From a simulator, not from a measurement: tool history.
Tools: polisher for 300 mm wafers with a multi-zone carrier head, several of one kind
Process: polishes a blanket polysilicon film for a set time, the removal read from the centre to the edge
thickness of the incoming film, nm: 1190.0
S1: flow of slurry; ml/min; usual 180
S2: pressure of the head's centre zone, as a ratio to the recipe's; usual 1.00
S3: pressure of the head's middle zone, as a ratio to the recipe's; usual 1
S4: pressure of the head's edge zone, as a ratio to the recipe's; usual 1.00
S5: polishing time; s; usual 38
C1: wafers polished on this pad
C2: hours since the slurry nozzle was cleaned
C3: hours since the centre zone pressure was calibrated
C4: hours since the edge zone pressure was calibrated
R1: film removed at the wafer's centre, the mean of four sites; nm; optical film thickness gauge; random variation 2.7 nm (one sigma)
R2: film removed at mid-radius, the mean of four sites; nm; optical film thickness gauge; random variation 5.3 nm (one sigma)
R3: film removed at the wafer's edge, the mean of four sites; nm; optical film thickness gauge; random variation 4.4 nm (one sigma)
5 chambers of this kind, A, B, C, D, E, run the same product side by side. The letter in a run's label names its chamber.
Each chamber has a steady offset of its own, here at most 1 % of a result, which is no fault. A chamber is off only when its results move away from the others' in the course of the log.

run	day	S1	S2	S3	S4	S5	C1	C2	C3	C4	R1	R2	R3
1D	0.300	180	1.00	1	1.00	38	356	559.4	1158.5	848.0	352.56	353.20	362.84
2C	0.583	180	1.00	1	1.00	38	884	447.2	1060.6	76.6	355.93	357.13	358.56
# day 0.650: chamber D: centre zone pressure recalibrated
3A	0.862	180	1.00	1	1.00	38	537	278.2	1159.6	476.7	351.40	353.74	352.05
# day 0.883: chamber C: worn pad replaced by a new one
4E	1.212	180	1.00	1	1.00	38	493	671.3	404.8	472.5	354.35	359.18	360.37
# day 1.704: chamber C: slurry nozzle cleaned
5B	1.767	180	1.00	1	1.07	38	1270	456.2	1033.1	1123.6	351.75	363.56	368.38
# day 1.829: chamber B: worn pad replaced by a new one
# day 2.212: chamber A: worn pad replaced by a new one
6D	2.338	180	1.00	1	1.07	38	1040	608.3	40.6	896.9	350.63	368.08	370.47
# day 2.479: chamber C: centre zone pressure recalibrated
# day 2.617: chamber D: worn pad replaced by a new one
7C	2.846	180	1.00	1	1.07	38	659	27.4	8.9	130.9	357.17	363.06	367.44
8A	3.288	180	1.00	1	1.07	38	361	336.4	1217.8	534.9	352.84	350.25	372.41
9B	3.708	180	1.00	1	1.07	38	631	502.8	1079.7	1170.2	346.41	359.47	366.07
# day 3.904: chamber E: worn pad replaced by a new one
10E	4.033	180	1.00	1	1.00	38	43	739.0	472.5	540.2	351.12	349.09	358.88
# day 4.092: chamber C: worn pad replaced by a new one
11D	4.433	180	1.00	1	1.00	38	610	658.6	90.9	947.2	350.65	366.43	355.15
# day 4.879: chamber D: slurry nozzle cleaned
12A	4.962	180	1.00	1	1.00	38	923	376.6	1258.0	575.1	358.79	367.47	351.29
13E	5.262	180	1.00	1	1.00	38	456	768.5	502.0	569.7	346.54	357.24	353.04
# day 5.479: chamber A: worn pad replaced by a new one
# day 5.742: chamber D: worn pad replaced by a new one
14B	5.775	180	1.00	1	1.00	38	1324	552.4	1129.3	1219.8	346.97	352.47	354.98
# day 6.008: chamber B: worn pad replaced by a new one
15C	6.371	180	1.00	1	1.00	38	764	112.0	93.5	215.5	361.19	358.26	359.24
16A	6.679	180	1.00	1	1.00	38	403	417.8	1299.2	616.3	357.83	360.01	359.96
17D	7.079	180	1.00	1	1.00	38	449	52.8	154.4	1010.7	358.17	362.89	360.43
# day 7.392: chamber C: worn pad replaced by a new one
# day 7.646: chamber E: slurry nozzle cleaned
18C	7.650	180	1.00	1	1.00	38	87	142.7	124.2	246.2	361.08	346.18	362.52
19B	8.067	180	1.00	1	1.00	38	691	607.4	1184.3	1274.8	357.31	352.14	351.22
# day 8.133: chamber E: worn pad replaced by a new one
# day 8.142: chamber A: worn pad replaced by a new one
# day 8.271: chamber D: worn pad replaced by a new one
20E	8.550	180	1.00	1	1.00	38	140	21.8	580.9	648.6	339.27	350.49	358.34
21D	8.833	180	1.00	1	1.00	38	188	94.9	196.5	1052.8	348.69	358.44	362.76
22E	9.271	180	1.00	1	1.00	38	382	39.1	598.2	665.9	346.07	358.79	356.17
23B	9.833	180	1.00	1	1.00	38	1284	649.8	1226.7	1317.2	350.69	350.21	360.40
24A	10.171	180	1.00	1	1.00	38	680	501.6	1383.0	700.1	357.86	361.14	344.28
# day 10.362: chamber E: edge zone pressure recalibrated
# day 10.371: chamber C: worn pad replaced by a new one
# day 10.512: chamber B: worn pad replaced by a new one
25C	10.588	180	1.00	1	1.00	38	73	213.2	194.7	316.7	363.22	356.58	353.27
26A	11.008	180	1.00	1	1.00	38	961	521.7	1403.1	720.2	359.28	353.34	361.53
# day 11.096: chamber A: worn pad replaced by a new one
27B	11.350	180	1.00	1	1.00	38	281	686.2	1263.1	1353.6	352.12	371.30	358.36
# day 11.492: chamber D: worn pad replaced by a new one
# day 11.492: chamber A: centre zone pressure recalibrated
28C	11.800	180	1.00	1	1.00	38	480	242.3	223.8	345.8	355.39	346.39	345.85
29D	12.271	180	1.00	1	1.00	38	261	177.4	279.0	1135.3	353.11	360.30	354.19
# day 12.542: chamber E: worn pad replaced by a new one
30E	12.646	180	1.00	1	1.00	38	35	120.1	679.2	54.8	335.66	352.41	358.15
# day 12.704: chamber B: centre zone pressure recalibrated
31D	13.071	180	1.00	1	1.00	38	529	196.6	298.2	1154.5	357.40	359.91	358.18
# day 13.371: chamber C: worn pad replaced by a new one
32B	13.629	180	1.00	1	1.00	38	1045	740.9	22.3	1408.3	350.47	352.99	349.05
33A	14.029	180	1.00	1	1.00	38	983	594.2	60.9	792.7	358.29	359.99	354.91
34E	14.346	180	1.00	1	1.00	45	606	160.9	720.0	95.6	388.85	409.01	422.08
35C	14.804	180	1.00	1	1.00	45	481	314.4	295.9	417.9	424.69	425.21	423.98

All 5 chambers run these settings next. Forecast each chamber's results:
36A	15.238	180	0.95	1	1.00	38					?	?	?
36B	15.238	180	0.95	1	1.00	38					?	?	?
36C	15.238	180	0.95	1	1.00	38					?	?	?
36D	15.238	180	0.95	1	1.00	38					?	?	?
36E	15.238	180	0.95	1	1.00	38					?	?	?

run	R1	R2	R3
36A	343.73	359.47	352.24
36B	336.81	357.39	356.20
36C	339.02	354.07	360.52
36D	342.30	358.38	361.39
36E	311.31	361.65	354.63

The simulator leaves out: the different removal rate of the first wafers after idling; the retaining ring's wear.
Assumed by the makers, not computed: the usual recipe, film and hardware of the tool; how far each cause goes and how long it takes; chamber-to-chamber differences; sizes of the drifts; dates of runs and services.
